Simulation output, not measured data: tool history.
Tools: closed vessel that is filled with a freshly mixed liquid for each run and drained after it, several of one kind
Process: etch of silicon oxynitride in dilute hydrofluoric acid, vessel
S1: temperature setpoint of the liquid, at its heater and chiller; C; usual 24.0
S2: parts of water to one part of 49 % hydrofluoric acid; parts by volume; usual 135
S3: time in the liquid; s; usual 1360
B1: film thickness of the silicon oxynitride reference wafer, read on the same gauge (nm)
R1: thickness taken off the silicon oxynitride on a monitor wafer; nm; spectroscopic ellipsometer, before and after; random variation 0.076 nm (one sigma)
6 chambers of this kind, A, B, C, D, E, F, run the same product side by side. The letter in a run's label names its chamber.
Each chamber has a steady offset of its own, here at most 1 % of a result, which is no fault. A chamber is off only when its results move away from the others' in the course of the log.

run	day	S1	S2	S3	B1	R1
1F	0.388	24.0	135	1360	40.014	14.0560
2B	0.800	24.0	135	1360	39.985	13.8480
3C	1.225	24.0	135	1360	39.991	14.2670
4A	1.475	24.0	135	1360	39.936	13.9300
# day 1.538: chamber B: thermometer replaced
5D	1.771	24.0	135	1360	39.962	14.0610
6E	2.312	24.0	135	1360	39.996	13.9360
# day 2.400: chamber B: hydrofluoric acid flow meter replaced
7A	2.812	24.0	135	1360	39.998	14.1330
8F	3.054	24.0	135	1360	40.001	14.0000
# day 3.104: chamber A: hydrofluoric acid flow meter replaced
9D	3.412	24.0	135	1360	39.990	14.1480
10B	3.892	24.0	135	1360	39.977	13.9460
11E	4.250	24.0	135	1360	39.993	14.0480
12C	4.508	24.0	135	1360	39.978	14.1900
13D	4.888	28.0	135	795	39.986	9.9138
14C	5.388	28.0	135	795	39.985	9.9542
15B	5.879	28.0	135	795	40.051	9.7366
16A	6.333	28.0	135	795	40.003	9.8712
17F	6.871	28.0	135	795	39.997	9.8023
18E	7.225	28.0	135	795	40.018	9.7810
19B	7.612	24.0	135	1360	40.003	13.9280
# day 7.638: chamber F: thermometer replaced
20E	7.883	24.0	135	1360	39.956	14.0220
21D	8.392	24.0	135	1360	39.994	13.9530
22C	8.892	24.0	135	1360	40.011	14.1040
23A	9.150	24.0	135	1360	39.999	13.9550
24F	9.550	24.0	135	1360	40.001	14.0250
25F	9.967	24.0	135	1360	39.968	14.0340
26C	10.408	24.0	195	1360	40.002	9.4018
27B	10.704	24.0	195	1360	39.981	9.2665
28E	11.192	24.0	195	1360	40.008	9.2165
29D	11.738	24.0	195	1360	40.010	9.0050
30A	12.275	24.0	195	1360	40.016	9.2072
31F	12.738	24.0	195	1360	40.015	9.4061
32B	13.067	19.5	90	1360	40.026	17.3780
33A	13.329	19.5	90	1360	39.974	17.5510
34C	13.696	19.5	90	1360	40.003	17.3920
35D	14.096	19.5	90	1360	39.965	17.1240
# day 14.154: chamber E: thermometer replaced
36E	14.388	19.5	90	1360	40.016	17.5220
37C	14.792	19.5	90	1360	40.005	17.4420
38D	15.304	24.0	135	1360	39.986	13.5380
39A	15.858	24.0	135	1360	39.972	14.0010
40F	16.400	20.0	135	1805	40.015	15.3600
41E	16.808	20.0	135	1805	40.024	15.3210
42B	17.083	20.0	135	1805	39.935	15.2590
43B	17.629	20.0	135	1805	40.018	15.4680
44E	17.933	20.0	135	1805	39.968	15.4590

All 6 chambers run these settings next. Forecast each chamber's results:
45A	18.329	24.0	185	1360		?
45B	18.329	24.0	185	1360		?
45C	18.329	24.0	185	1360		?
45D	18.329	24.0	185	1360		?
45E	18.329	24.0	185	1360		?
45F	18.329	24.0	185	1360		?

run	R1
45A	9.8904
45B	9.8736
45C	9.9649
45D	9.3362
45E	9.7245
45F	9.8745
